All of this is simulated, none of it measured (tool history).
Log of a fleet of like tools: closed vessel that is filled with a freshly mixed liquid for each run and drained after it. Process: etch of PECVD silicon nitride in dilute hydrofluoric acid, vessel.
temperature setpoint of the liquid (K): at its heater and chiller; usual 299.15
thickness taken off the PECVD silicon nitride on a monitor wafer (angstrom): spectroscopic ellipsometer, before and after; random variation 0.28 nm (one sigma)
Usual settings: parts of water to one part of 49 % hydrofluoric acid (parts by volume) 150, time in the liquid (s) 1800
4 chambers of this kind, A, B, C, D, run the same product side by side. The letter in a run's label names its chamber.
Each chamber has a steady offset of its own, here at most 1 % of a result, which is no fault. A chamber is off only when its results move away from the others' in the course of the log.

run   hour  temperature setpoint of the liquid (K)  parts of water to one part of 49 % hydrofluoric acid (parts by volume)  time in the liquid (s)  hours since the thermometer was replaced  hours since the hydrofluoric acid flow meter was replaced  read-back film thickness of the PECVD silicon nitride reference wafer, read on the same gauge (nm)  thickness taken off the PECVD silicon nitride on a monitor wafer (angstrom)
 1A   13.8                                  299.15                                                                     150                    1800                                    1021.5                                                      373.4                                                                                              49.997                                                                       348.03
 2C   27.7                                  299.15                                                                     150                    1800                                    1147.2                                                      331.8                                                                                              50.015                                                                       336.63
 3D   34.6                                  299.15                                                                     150                    1800                                    1998.5                                                      136.9                                                                                              50.003                                                                       345.15
 4B   42.3                                  299.15                                                                     150                    1800                                     188.7                                                      146.1                                                                                              49.986                                                                       346.69
 5B   56.4                                  299.15                                                                     150                    1800                                     202.8                                                      160.2                                                                                              49.995                                                                       348.88
 6D   66.3                                  299.15                                                                     150                    1800                                    2030.2                                                      168.6                                                                                              49.991                                                                       353.67
 7A   76.8                                  299.15                                                                     150                    1800                                    1084.5                                                      436.4                                                                                              50.005                                                                       346.61
 8C   91.5                                  299.15                                                                     125                    1800                                    1211.0                                                      395.6                                                                                              49.995                                                                       415.22
 9D   99.6                                  299.15                                                                     125                    1800                                    2063.5                                                      201.9                                                                                              50.000                                                                       419.11
10B  113.4                                  299.15                                                                     125                    1800                                     259.8                                                      217.2                                                                                              50.025                                                                       415.69
11A  125.0                                  299.15                                                                     125                    1800                                    1132.7                                                      484.6                                                                                              50.015                                                                       417.39
12C  132.3                                  299.15                                                                     150                    1800                                    1251.8                                                      436.4                                                                                              49.990                                                                       346.63
13C  139.0                                  299.15                                                                     150                    1800                                    1258.5                                                      443.1                                                                                              50.000                                                                       343.08
14B  152.9                                  299.15                                                                     150                    1800                                     299.3                                                      256.7                                                                                              49.987                                                                       344.20
15D  166.8                                  299.15                                                                     150                    1800                                    2130.7                                                      269.1                                                                                              49.994                                                                       345.34
16A  180.0                                  299.15                                                                     150                    1800                                    1187.7                                                      539.6                                                                                              49.985                                                                       339.45
17B  186.6                                  299.15                                                                     150                    1800                                     333.0                                                      290.4                                                                                              49.977                                                                       341.60
18D  201.3                                  299.15                                                                     150                    1800                                    2165.2                                                      303.6                                                                                              50.003                                                                       345.75
19A  209.5                                  299.15                                                                     150                    1800                                    1217.2                                                      569.1                                                                                              50.003                                                                       337.65
20C  223.9                                  299.15                                                                     150                    1800                                    1343.4                                                      528.0                                                                                              49.993                                                                       340.07
21D  237.4                                  299.15                                                                     150                    1800                                    2201.3                                                      339.7                                                                                              49.997                                                                       349.15
22C  251.3                                  299.15                                                                     150                    1800                                    1370.8                                                      555.4                                                                                              49.984                                                                       347.31
23A  263.8                                  299.15                                                                     150                    1800                                    1271.5                                                      623.4                                                                                              49.987                                                                       337.81
24B  278.4                                  299.15                                                                     150                    1800                                     424.8                                                      382.2                                                                                              50.003                                                                       344.65
25C  290.7                                  299.15                                                                     150                    1800                                    1410.2                                                      594.8                                                                                              50.007                                                                       345.68
26D  304.7                                  299.15                                                                     150                    1800                                    2268.6                                                      407.0                                                                                              49.983                                                                       346.65
27B  312.8                                  299.15                                                                     150                    1800                                     459.2                                                      416.6                                                                                              49.994                                                                       341.14
28A  324.4                                  299.15                                                                     150                    1800                                    1332.1                                                      684.0                                                                                              49.998                                                                       329.34
29C  336.2                                  299.15                                                                     150                    1800                                    1455.7                                                      640.3                                                                                              49.985                                                                       340.03
30B  342.9                                  295.65                                                                     100                    1800                                     489.3                                                      446.7                                                                                              50.002                                                                       413.20
31A  350.2                                  295.65                                                                     100                    1800                                    1357.9                                                      709.8                                                                                              49.997                                                                       399.24
32D  363.3                                  295.65                                                                     100                    1800                                    2327.2                                                      465.6                                                                                              50.003                                                                       407.56
33A  373.6                                  295.65                                                                     100                    1800                                    1381.3                                                      733.2                                                                                              49.992                                                                       393.15
34D  381.2                                  299.15                                                                     150                    1800                                    2345.1                                                      483.5                                                                                              50.014                                                                       344.84
35C  388.6                                  295.65                                                                     150                    2770                                    1508.1                                                      692.7                                                                                              49.987                                                                       422.94
36B  396.9                                  295.65                                                                     150                    2770                                     543.3                                                      500.7                                                                                              50.014                                                                       422.33
37D  410.5                                  295.65                                                                     150                    2770                                    2374.4                                                      512.8                                                                                              50.014                                                                       418.27
38C  419.6                                  295.65                                                                     150                    2770                                    1539.1                                                      723.7                                                                                              49.989                                                                       416.78
39B  430.2                                  299.15                                                                     150                    1800                                     576.6                                                      534.0                                                                                              49.993                                                                       343.89
40A  439.5                                  299.15                                                                     150                    1800                                    1447.2                                                      799.1                                                                                              50.006                                                                       323.67
41C  448.2                                  299.15                                                                     150                    1800                                    1567.7                                                      752.3                                                                                              49.992                                                                       343.82
42A  461.9                                  299.15                                                                     150                    1800                                    1469.6                                                      821.5                                                                                              50.001                                                                       317.03

What goes on in this fleet: one chamber off, a drifting gauge, or nothing beyond the chambers' own small offsets? Name the chamber and the cause, if any.

Chamber A drifts away from the others.
Cause: hydrofluoric acid flow below the setpoint (%) = 9.36.
The log may not tell that from: liquid colder than its thermometer reads (K).

Here are 4 candidates for chamber A's next run, each the usual settings with a change, their results left as question marks. Which one brings its results back in line with what the others give on the usual settings?
In line means no further than this from the other chambers' mean on the usual settings: thickness taken off the PECVD silicon nitride on a monitor wafer (angstrom) 9.70
43A-1  472.7                                  299.15                                                                     150                    1745                                                                                                                                                                                                                                                                                     ?
43A-2  472.7                                  299.65                                                                     150                    1800                                                                                                                                                                                                                                                                                     ?
43A-3  472.7                                  299.15                                                                     145                    1890                                                                                                                                                                                                                                                                                     ?
43A-4  472.7                                  299.15                                                                     150                    1640                                                                                                                                                                                                                                                                                     ?

The other chambers' mean on the usual settings: thickness taken off the PECVD silicon nitride on a monitor wafer (angstrom) 345.09
  run  thickness taken off the PECVD silicon nitride on a monitor wafer (angstrom)
43A-1                                                                       307.01
43A-2                                                                       326.59
43A-3                                                                       344.15
43A-4                                                                       288.54
43A-3 brings the chamber back in line.

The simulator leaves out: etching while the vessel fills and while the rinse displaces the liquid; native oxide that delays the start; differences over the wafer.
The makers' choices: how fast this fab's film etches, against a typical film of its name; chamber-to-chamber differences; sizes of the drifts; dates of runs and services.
